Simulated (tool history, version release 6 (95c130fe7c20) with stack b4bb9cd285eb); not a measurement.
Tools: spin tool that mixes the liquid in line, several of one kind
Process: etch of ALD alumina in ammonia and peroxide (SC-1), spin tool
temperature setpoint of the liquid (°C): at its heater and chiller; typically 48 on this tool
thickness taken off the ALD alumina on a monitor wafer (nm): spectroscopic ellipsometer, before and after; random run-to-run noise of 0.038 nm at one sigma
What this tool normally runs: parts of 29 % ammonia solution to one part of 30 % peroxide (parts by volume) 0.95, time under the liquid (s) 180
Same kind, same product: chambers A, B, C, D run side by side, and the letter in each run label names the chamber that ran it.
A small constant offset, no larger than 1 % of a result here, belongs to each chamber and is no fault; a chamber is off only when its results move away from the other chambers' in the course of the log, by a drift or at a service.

| run | hour | temperature setpoint of the liquid (°C) | parts of 29 % ammonia solution to one part of 30 % peroxide (parts by volume) | time under the liquid (s) | read-back film thickness of the ALD alumina reference wafer, read on the same gauge (nm) | thickness taken off the ALD alumina on a monitor wafer (nm) |
|---|---|---|---|---|---|---|
|  | 3.5 | chamber A: thermometer replaced |
| 1C | 9.8 | 48 | 0.95 | 180 | 59.986 | 10.09 |
| 2B | 16.5 | 48 | 0.95 | 180 | 60.025 | 10.088 |
| 3D | 26.3 | 48 | 0.95 | 180 | 59.989 | 9.9883 |
| 4A | 31.9 | 48 | 0.95 | 180 | 60.011 | 10.07 |
| 5C | 37.4 | 48 | 0.95 | 180 | 60.021 | 10.118 |
| 6D | 44.5 | 48 | 0.95 | 180 | 60.046 | 10.062 |
| 7A | 54.6 | 48 | 0.95 | 180 | 59.977 | 10.008 |
|  | 56.9 | chamber A: ammonia flow meter replaced |
| 8B | 63.8 | 48 | 0.95 | 180 | 60.036 | 10.059 |
| 9C | 71.1 | 48 | 0.95 | 180 | 60.042 | 10.133 |
| 10B | 76 | 48 | 0.95 | 180 | 59.989 | 10.043 |
| 11D | 86.4 | 48 | 0.95 | 180 | 59.996 | 10.036 |
| 12A | 91.4 | 48 | 0.95 | 180 | 60.007 | 10.047 |
| 13C | 97.4 | 48 | 0.95 | 180 | 60.035 | 10.144 |
| 14D | 103.1 | 48 | 0.95 | 180 | 59.994 | 9.9852 |
| 15B | 109.7 | 48 | 0.95 | 180 | 59.998 | 10.117 |
| 16A | 115.9 | 48 | 0.95 | 180 | 59.952 | 10.037 |
| 17B | 122.4 | 48 | 1.2 | 235 | 60.015 | 13.519 |
|  | 125.2 | chamber D: new drum of ammonia solution connected |
| 18A | 130 | 48 | 1.2 | 235 | 60.01 | 13.509 |
|  | 133.7 | chamber D: ammonia flow meter replaced |
| 19D | 139.7 | 48 | 1.2 | 235 | 60.033 | 13.408 |
|  | 142.4 | chamber A: new drum of ammonia solution connected |
|  | 143.8 | chamber B: ammonia flow meter replaced |
| 20C | 144.6 | 48 | 1.2 | 235 | 60.009 | 13.519 |
| 21B | 152.9 | 48 | 0.95 | 180 | 60.018 | 10.124 |
| 22A | 163.1 | 54 | 0.95 | 250 | 60.028 | 19.26 |
| 23C | 172.2 | 54 | 0.95 | 250 | 59.996 | 19.361 |
| 24D | 179.7 | 54 | 0.95 | 250 | 60.015 | 19.263 |
| 25D | 188.1 | 54 | 0.95 | 250 | 59.995 | 19.326 |
| 26B | 193.2 | 48 | 0.95 | 180 | 59.97 | 10.077 |
| 27C | 203.8 | 48 | 0.95 | 180 | 60.02 | 10.117 |
| 28A | 208.7 | 48 | 0.95 | 180 | 60.036 | 10.005 |
| 29D | 217.2 | 48 | 0.95 | 180 | 59.997 | 10.043 |
| 30A | 226.8 | 48 | 0.95 | 180 | 60.055 | 10.057 |
| 31B | 234.1 | 48 | 0.95 | 180 | 60.039 | 10.072 |
|  | 238.6 | chamber C: new drum of ammonia solution connected |
| 32C | 245.3 | 48 | 0.95 | 180 | 60 | 10.085 |
| 33B | 250.4 | 48 | 0.95 | 180 | 59.978 | 10.129 |
| 34D | 258.9 | 48 | 0.95 | 180 | 59.998 | 10.031 |
| 35C | 264.3 | 48 | 0.95 | 180 | 59.953 | 10.126 |
| 36A | 272.3 | 48 | 0.95 | 180 | 59.97 | 10.086 |

What goes on in this fleet: one chamber off, a drifting gauge, or nothing beyond the chambers' own small offsets? Name the chamber and the cause, if any.

Nothing is wrong: each chamber keeps only its own small, steady offset and the gauge holds still.

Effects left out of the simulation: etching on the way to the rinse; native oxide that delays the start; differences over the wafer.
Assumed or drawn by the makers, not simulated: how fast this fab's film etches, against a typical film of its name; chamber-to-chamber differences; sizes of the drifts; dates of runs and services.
